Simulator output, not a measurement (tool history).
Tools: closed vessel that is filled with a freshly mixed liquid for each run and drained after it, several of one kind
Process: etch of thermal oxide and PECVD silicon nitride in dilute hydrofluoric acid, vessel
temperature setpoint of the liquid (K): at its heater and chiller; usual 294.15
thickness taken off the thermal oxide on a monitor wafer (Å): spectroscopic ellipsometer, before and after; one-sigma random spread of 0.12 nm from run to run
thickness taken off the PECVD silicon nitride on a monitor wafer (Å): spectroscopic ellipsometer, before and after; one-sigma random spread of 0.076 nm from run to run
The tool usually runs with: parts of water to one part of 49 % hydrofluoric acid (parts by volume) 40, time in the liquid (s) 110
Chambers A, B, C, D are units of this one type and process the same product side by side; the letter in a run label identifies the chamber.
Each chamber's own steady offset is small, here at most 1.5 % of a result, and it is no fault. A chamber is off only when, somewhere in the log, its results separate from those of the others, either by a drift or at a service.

run	hour	temperature setpoint of the liquid (K)	parts of water to one part of 49 % hydrofluoric acid (parts by volume)	time in the liquid (s)	hours since the thermometer was replaced	hours since the hydrofluoric acid flow meter was replaced	read-back film thickness of the thermal oxide reference wafer, read on the same gauge (nm)	read-back film thickness of the PECVD silicon nitride reference wafer, read on the same gauge (nm)	thickness taken off the thermal oxide on a monitor wafer (Å)	thickness taken off the PECVD silicon nitride on a monitor wafer (Å)
1D	5.1	294.15	40	110	2060.3	488.8	89.995	99.989	124.44	85.150
# hour 7.9: chamber B: thermometer replaced
2B	13.5	294.15	40	110	5.6	687.9	89.996	99.985	126.19	84.400
3A	19.1	294.15	40	110	908.7	208.5	89.984	99.999	125.30	86.463
4C	27.0	294.15	40	110	954.3	697.6	89.997	100.010	122.46	83.774
5C	36.3	294.15	40	110	963.6	706.9	89.985	100.000	124.36	85.373
6A	45.1	294.15	40	110	934.7	234.5	90.000	99.978	125.36	85.787
7B	55.7	294.15	40	110	47.8	730.1	89.987	99.993	129.64	85.215
8D	60.7	294.15	40	110	2115.9	544.4	89.993	100.000	122.52	86.455
# hour 63.5: chamber C: thermometer replaced
9D	69.0	294.15	40	110	2124.2	552.7	89.997	99.994	121.88	86.195
10B	75.8	294.15	40	110	67.9	750.2	90.010	99.987	126.74	84.864
11C	82.3	294.15	40	110	18.8	752.9	90.000	99.998	123.39	83.295
12A	92.0	294.15	40	110	981.6	281.4	90.022	99.970	124.26	84.112
13B	97.3	291.65	40	165	89.4	771.7	90.006	99.976	169.87	107.720
# hour 105.4: chamber D: hydrofluoric acid flow meter replaced
14D	105.7	291.65	40	165	2160.9	0.3	90.010	99.996	167.36	108.170
15C	116.7	291.65	40	165	53.2	787.3	90.011	99.978	172.15	107.280
16A	121.9	291.65	40	165	1011.5	311.3	89.998	99.989	167.05	108.390
17A	132.8	294.15	40	110	1022.4	322.2	89.992	100.010	124.07	86.216
18B	141.9	294.15	40	110	134.0	816.3	89.976	100.010	125.80	84.619
19D	151.1	294.15	40	110	2206.3	45.7	90.029	99.988	125.98	86.290
20C	157.5	294.15	40	110	94.0	828.1	90.028	100.010	125.02	84.083
21A	164.1	294.15	40	110	1053.7	353.5	89.999	99.992	124.77	85.698
22C	174.9	294.15	40	110	111.4	845.5	90.004	99.998	124.10	84.379
23B	185.3	294.15	40	110	177.4	859.7	90.024	100.010	124.37	84.116
24D	192.0	294.15	40	110	2247.2	86.6	89.989	99.991	124.39	84.275
25A	197.5	294.15	40	110	1087.1	386.9	89.988	100.000	124.43	85.938
26C	204.1	294.15	40	110	140.6	874.7	90.000	99.984	124.12	84.662
27D	209.6	294.15	40	145	2264.8	104.2	90.003	100.010	163.50	112.600
28B	220.1	294.15	40	145	212.2	894.5	90.011	99.995	168.98	112.270
29C	231.2	294.15	40	145	167.7	901.8	90.008	99.994	164.73	109.830
30B	237.9	294.15	40	145	230.0	912.3	89.993	99.976	164.63	111.560
31D	244.3	294.15	40	110	2299.5	138.9	89.993	99.984	125.39	84.637
32A	253.8	294.15	40	110	1143.4	443.2	89.990	99.986	124.70	85.807
33D	263.2	294.15	40	110	2318.4	157.8	89.996	99.980	125.02	85.548
34A	269.6	296.65	40	110	1159.2	459.0	90.000	100.010	139.22	101.910
35C	278.5	296.65	40	110	215.0	949.1	90.014	99.993	139.10	101.130
36B	285.6	296.65	40	110	277.7	960.0	90.005	100.000	140.81	101.610
37C	292.8	296.65	40	110	229.3	963.4	90.007	100.010	138.43	100.440
38A	301.1	294.15	40	110	1190.7	490.5	89.993	99.998	126.15	85.118
39B	307.8	294.15	40	110	299.9	982.2	90.014	100.020	124.33	85.985

Decide between three cases: one chamber stands off from its peers, the gauge reading all wafers drifts, or nothing is wrong past each chamber's small offset. Where a chamber is off, say which and what most likely put it there.

Beyond each chamber's small constant offset nothing stands out, and the gauge stays steady.
